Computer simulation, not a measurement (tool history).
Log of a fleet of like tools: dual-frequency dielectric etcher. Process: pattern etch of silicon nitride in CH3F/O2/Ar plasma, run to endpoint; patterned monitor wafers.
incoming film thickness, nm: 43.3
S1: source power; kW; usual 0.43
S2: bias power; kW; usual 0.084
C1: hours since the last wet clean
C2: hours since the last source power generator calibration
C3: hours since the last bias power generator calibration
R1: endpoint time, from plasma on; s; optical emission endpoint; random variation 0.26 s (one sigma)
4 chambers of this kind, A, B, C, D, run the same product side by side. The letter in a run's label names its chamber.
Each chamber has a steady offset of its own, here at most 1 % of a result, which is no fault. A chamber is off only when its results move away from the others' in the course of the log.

run	hour	S1	S2	C1	C2	C3	R1
# hour 0.6: chamber B: wet clean of the chamber
1D	5.8	0.43	0.084	248.1	2464	1416	57.097
2B	13	0.43	0.084	12.5	2803.1	1905	57.911
3C	18.5	0.43	0.084	87.2	1721.5	4016.2	57.93
4A	26.8	0.43	0.084	121.9	3424.7	1390.9	57.791
5A	33.4	0.43	0.084	128.5	3431.3	1397.5	57.307
6C	40.1	0.43	0.084	108.8	1743.1	4037.8	57.427
7D	49.3	0.43	0.096	291.6	2507.5	1459.5	54.675
8B	56.7	0.43	0.096	56.2	2846.8	1948.7	55.034
# hour 58.9: chamber D: source power generator calibrated
9B	62.1	0.43	0.096	61.6	2852.2	1954.1	55.003
10A	66.7	0.43	0.096	161.8	3464.6	1430.8	54.488
11C	75.7	0.43	0.084	144.4	1778.7	4073.4	57.624
12D	84.4	0.43	0.084	326.7	25.6	1494.6	57.43
13C	90.7	0.43	0.084	159.4	1793.7	4088.4	57.445
# hour 94.9: chamber D: bias power generator calibrated
14B	95.2	0.43	0.084	94.7	2885.3	1987.2	57.721
15A	99.4	0.52	0.068	194.5	3497.3	1463.5	56.948
16D	107.9	0.52	0.068	350.2	49.1	13	57.001
17C	116.2	0.52	0.068	184.9	1819.2	4113.9	57.905
18D	123.7	0.52	0.068	366	64.9	28.8	57.517
19A	130.9	0.43	0.084	226	3528.8	1495	56.345
20B	135.8	0.43	0.064	135.3	2925.9	2027.8	63.23
21B	142.5	0.43	0.064	142	2932.6	2034.5	63.531
22C	148.2	0.43	0.064	216.9	1851.2	4145.9	63.156
# hour 153: chamber D: wet clean of the chamber
23D	153	0.43	0.064	0.1	94.2	58.1	62.512
24A	161.7	0.43	0.066	256.8	3559.6	1525.8	60.802
25D	168.7	0.43	0.066	15.8	109.9	73.8	62.618
26C	174	0.43	0.066	242.7	1877	4171.7	63.079
# hour 175.4: chamber C: bias power generator calibrated
27A	183.2	0.43	0.066	278.3	3581.1	1547.3	61.225
28B	189.1	0.33	0.067	188.6	2979.2	2081.1	69.597
29D	197.9	0.33	0.067	45	139.1	103	68.116
30B	202	0.33	0.067	201.5	2992.1	2094	69.318
31C	208.4	0.33	0.067	277.1	1911.4	33	69.054
32A	213.9	0.43	0.084	309	3611.8	1578	55.378
33A	220.5	0.43	0.084	315.6	3618.4	1584.6	56.209
34B	228.2	0.53	0.084	227.7	3018.3	2120.2	53.856
35D	235.4	0.53	0.084	82.5	176.6	140.5	52.697
36C	242.5	0.53	0.084	311.2	1945.5	67.1	53.31
37B	248.5	0.53	0.084	248	3038.6	2140.5	53.822
38A	253.9	0.43	0.084	349	3651.8	1618	55.739

All 4 chambers run these settings next. Forecast each chamber's results:
39A	260.7	0.43	0.084				?
39B	260.7	0.43	0.084				?
39C	260.7	0.43	0.084				?
39D	260.7	0.43	0.084				?

run	R1
39A	55.798
39B	57.585
39C	57.983
39D	57.242
